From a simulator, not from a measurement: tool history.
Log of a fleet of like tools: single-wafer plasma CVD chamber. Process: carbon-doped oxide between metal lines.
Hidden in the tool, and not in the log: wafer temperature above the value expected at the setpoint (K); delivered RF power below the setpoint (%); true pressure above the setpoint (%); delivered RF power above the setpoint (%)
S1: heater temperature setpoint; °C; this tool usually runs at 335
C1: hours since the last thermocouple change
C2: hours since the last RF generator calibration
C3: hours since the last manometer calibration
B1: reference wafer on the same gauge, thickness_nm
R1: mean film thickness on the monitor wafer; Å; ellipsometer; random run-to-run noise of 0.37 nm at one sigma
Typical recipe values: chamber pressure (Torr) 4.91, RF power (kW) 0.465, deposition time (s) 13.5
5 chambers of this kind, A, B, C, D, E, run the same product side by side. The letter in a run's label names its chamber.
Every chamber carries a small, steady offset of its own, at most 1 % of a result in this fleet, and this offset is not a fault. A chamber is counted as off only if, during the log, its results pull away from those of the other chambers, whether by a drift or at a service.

{"run": "1A", "day": 0.346, "S1": 335, "chamber pressure (Torr)": 4.91, "RF power (kW)": 0.465, "deposition time (s)": 13.5, "C1": 1020.8, "C2": 204, "C3": 1389.4, "B1": 64.216, "R1": 699.86}
{"run": "2C", "day": 0.804, "S1": 335, "chamber pressure (Torr)": 4.91, "RF power (kW)": 0.465, "deposition time (s)": 13.5, "C1": 764.6, "C2": 200.7, "C3": 102.6, "B1": 64.196, "R1": 699.61}
{"run": "3E", "day": 1.204, "S1": 335, "chamber pressure (Torr)": 4.91, "RF power (kW)": 0.465, "deposition time (s)": 13.5, "C1": 1801.3, "C2": 866.9, "C3": 1907.8, "B1": 64.159, "R1": 694.78}
{"run": "4B", "day": 1.6, "S1": 335, "chamber pressure (Torr)": 4.91, "RF power (kW)": 0.465, "deposition time (s)": 13.5, "C1": 1512.8, "C2": 759.4, "C3": 1127.3, "B1": 64.154, "R1": 694.75}
{"run": "5D", "day": 2.004, "S1": 335, "chamber pressure (Torr)": 4.02, "RF power (kW)": 0.465, "deposition time (s)": 13.5, "C1": 1504.8, "C2": 1575.7, "C3": 1672.8, "B1": 64.162, "R1": 666.07}
{"run": "6D", "day": 2.354, "S1": 335, "chamber pressure (Torr)": 4.02, "RF power (kW)": 0.465, "deposition time (s)": 13.5, "C1": 1513.2, "C2": 1584.1, "C3": 1681.2, "B1": 64.142, "R1": 674.18}
{"run": "7E", "day": 2.692, "S1": 335, "chamber pressure (Torr)": 4.02, "RF power (kW)": 0.465, "deposition time (s)": 13.5, "C1": 1837, "C2": 902.6, "C3": 1943.5, "B1": 64.285, "R1": 673.36}
{"run": "8B", "day": 3.154, "S1": 335, "chamber pressure (Torr)": 4.02, "RF power (kW)": 0.465, "deposition time (s)": 13.5, "C1": 1550.1, "C2": 796.7, "C3": 1164.6, "B1": 64.224, "R1": 678.92}
{"run": "9A", "day": 3.558, "S1": 335, "chamber pressure (Torr)": 4.02, "RF power (kW)": 0.465, "deposition time (s)": 13.5, "C1": 1097.9, "C2": 281.1, "C3": 1466.5, "B1": 64.27, "R1": 676.21}
{"run": "10C", "day": 3.808, "S1": 335, "chamber pressure (Torr)": 4.91, "RF power (kW)": 0.465, "deposition time (s)": 13.5, "C1": 836.7, "C2": 272.8, "C3": 174.7, "B1": 64.111, "R1": 697.91}
{"run": "11D", "day": 4.246, "S1": 335, "chamber pressure (Torr)": 4.91, "RF power (kW)": 0.465, "deposition time (s)": 13.5, "C1": 1558.6, "C2": 1629.5, "C3": 1726.6, "B1": 64.228, "R1": 685.76}
{"run": "12B", "day": 4.717, "S1": 335, "chamber pressure (Torr)": 4.91, "RF power (kW)": 0.465, "deposition time (s)": 13.5, "C1": 1587.6, "C2": 834.2, "C3": 1202.1, "B1": 64.162, "R1": 694.46}
{"run": "13E", "day": 5.096, "S1": 335, "chamber pressure (Torr)": 6.04, "RF power (kW)": 0.465, "deposition time (s)": 13.5, "C1": 1894.7, "C2": 960.3, "C3": 2001.2, "B1": 64.249, "R1": 713.86}
{"run": "14C", "day": 5.412, "S1": 335, "chamber pressure (Torr)": 6.04, "RF power (kW)": 0.465, "deposition time (s)": 13.5, "C1": 875.2, "C2": 311.3, "C3": 213.2, "B1": 64.173, "R1": 719.66}
{"run": "15A", "day": 5.688, "S1": 335, "chamber pressure (Torr)": 6.04, "RF power (kW)": 0.465, "deposition time (s)": 13.5, "C1": 1149, "C2": 332.2, "C3": 1517.6, "B1": 64.21, "R1": 709.32}
{"run": "16D", "day": 5.938, "S1": 335, "chamber pressure (Torr)": 6.04, "RF power (kW)": 0.465, "deposition time (s)": 13.5, "C1": 1599.2, "C2": 1670.1, "C3": 1767.2, "B1": 64.22, "R1": 706.27}
{"run": "17E", "day": 6.242, "S1": 335, "chamber pressure (Torr)": 6.04, "RF power (kW)": 0.465, "deposition time (s)": 13.5, "C1": 1922.2, "C2": 987.8, "C3": 2028.7, "B1": 64.238, "R1": 715.01}
{"run": "18C", "day": 6.7, "S1": 335, "chamber pressure (Torr)": 4.91, "RF power (kW)": 0.465, "deposition time (s)": 13.5, "C1": 906.1, "C2": 342.2, "C3": 244.1, "B1": 64.249, "R1": 694.71}
{"day": 7.058, "done": "chamber E: thermocouple changed; heater temperature recalibrated"}
{"run": "19B", "day": 7.067, "S1": 335, "chamber pressure (Torr)": 5.84, "RF power (kW)": 0.465, "deposition time (s)": 13.5, "C1": 1644, "C2": 890.6, "C3": 1258.5, "B1": 64.15, "R1": 716.88}
{"day": 7.146, "done": "chamber D: RF generator calibrated"}
{"run": "20A", "day": 7.4, "S1": 335, "chamber pressure (Torr)": 5.84, "RF power (kW)": 0.465, "deposition time (s)": 13.5, "C1": 1190.1, "C2": 373.3, "C3": 1558.7, "B1": 64.206, "R1": 700.5}
{"run": "21E", "day": 7.817, "S1": 335, "chamber pressure (Torr)": 5.84, "RF power (kW)": 0.465, "deposition time (s)": 13.5, "C1": 18.3, "C2": 1025.6, "C3": 2066.5, "B1": 64.153, "R1": 703.35}
{"run": "22D", "day": 8.154, "S1": 335, "chamber pressure (Torr)": 5.84, "RF power (kW)": 0.465, "deposition time (s)": 13.5, "C1": 1652.4, "C2": 24.3, "C3": 1820.4, "B1": 64.16, "R1": 706.86}
{"run": "23B", "day": 8.45, "S1": 335, "chamber pressure (Torr)": 5.84, "RF power (kW)": 0.465, "deposition time (s)": 13.5, "C1": 1677.2, "C2": 923.8, "C3": 1291.7, "B1": 64.21, "R1": 709.68}
{"run": "24A", "day": 8.821, "S1": 335, "chamber pressure (Torr)": 4.91, "RF power (kW)": 0.465, "deposition time (s)": 12.6, "C1": 1224.2, "C2": 407.4, "C3": 1592.8, "B1": 64.168, "R1": 634.47}
{"run": "25C", "day": 9.042, "S1": 335, "chamber pressure (Torr)": 4.91, "RF power (kW)": 0.465, "deposition time (s)": 12.6, "C1": 962.3, "C2": 398.4, "C3": 300.3, "B1": 64.165, "R1": 645.42}
{"run": "26A", "day": 9.458, "S1": 335, "chamber pressure (Torr)": 4.91, "RF power (kW)": 0.465, "deposition time (s)": 12.6, "C1": 1239.5, "C2": 422.7, "C3": 1608.1, "B1": 64.203, "R1": 634.65}
{"run": "27B", "day": 9.821, "S1": 335, "chamber pressure (Torr)": 4.91, "RF power (kW)": 0.465, "deposition time (s)": 12.6, "C1": 1710.1, "C2": 956.7, "C3": 1324.6, "B1": 64.133, "R1": 653.33}
{"run": "28C", "day": 10.292, "S1": 335, "chamber pressure (Torr)": 4.91, "RF power (kW)": 0.465, "deposition time (s)": 12.6, "C1": 992.3, "C2": 428.4, "C3": 330.3, "B1": 64.207, "R1": 655.37}
{"run": "29D", "day": 10.533, "S1": 335, "chamber pressure (Torr)": 4.91, "RF power (kW)": 0.465, "deposition time (s)": 13.5, "C1": 1709.5, "C2": 81.4, "C3": 1877.5, "B1": 64.132, "R1": 691.19}
{"run": "30E", "day": 10.867, "S1": 335, "chamber pressure (Torr)": 4.91, "RF power (kW)": 0.465, "deposition time (s)": 13.5, "C1": 91.5, "C2": 1098.8, "C3": 2139.7, "B1": 64.194, "R1": 694.18}
{"run": "31A", "day": 11.35, "S1": 335, "chamber pressure (Torr)": 4.91, "RF power (kW)": 0.465, "deposition time (s)": 13.5, "C1": 1284.9, "C2": 468.1, "C3": 1653.5, "B1": 64.181, "R1": 664.74}
{"day": 11.567, "done": "chamber B: capacitance manometer re-zeroed and calibrated"}
{"run": "32E", "day": 11.846, "S1": 330, "chamber pressure (Torr)": 4.91, "RF power (kW)": 0.465, "deposition time (s)": 13.5, "C1": 115, "C2": 1122.3, "C3": 2163.2, "B1": 64.257, "R1": 714.08}
{"run": "33D", "day": 12.275, "S1": 330, "chamber pressure (Torr)": 4.91, "RF power (kW)": 0.465, "deposition time (s)": 13.5, "C1": 1751.3, "C2": 123.2, "C3": 1919.3, "B1": 64.194, "R1": 702.36}
{"run": "34B", "day": 12.65, "S1": 330, "chamber pressure (Torr)": 4.91, "RF power (kW)": 0.465, "deposition time (s)": 13.5, "C1": 1778, "C2": 1024.6, "C3": 26.1, "B1": 64.194, "R1": 707.48}

All 5 chambers run these settings next. Forecast each chamber's results:
{"run": "35A", "day": 13.012, "S1": 335, "chamber pressure (Torr)": 4.91, "RF power (kW)": 0.465, "deposition time (s)": 13.5, "R1": "?"}
{"run": "35B", "day": 13.012, "S1": 335, "chamber pressure (Torr)": 4.91, "RF power (kW)": 0.465, "deposition time (s)": 13.5, "R1": "?"}
{"run": "35C", "day": 13.012, "S1": 335, "chamber pressure (Torr)": 4.91, "RF power (kW)": 0.465, "deposition time (s)": 13.5, "R1": "?"}
{"run": "35D", "day": 13.012, "S1": 335, "chamber pressure (Torr)": 4.91, "RF power (kW)": 0.465, "deposition time (s)": 13.5, "R1": "?"}
{"run": "35E", "day": 13.012, "S1": 335, "chamber pressure (Torr)": 4.91, "RF power (kW)": 0.465, "deposition time (s)": 13.5, "R1": "?"}

run=35A R1=657.28
run=35B R1=701.91
run=35C R1=704.99
run=35D R1=694.84
run=35E R1=691.37
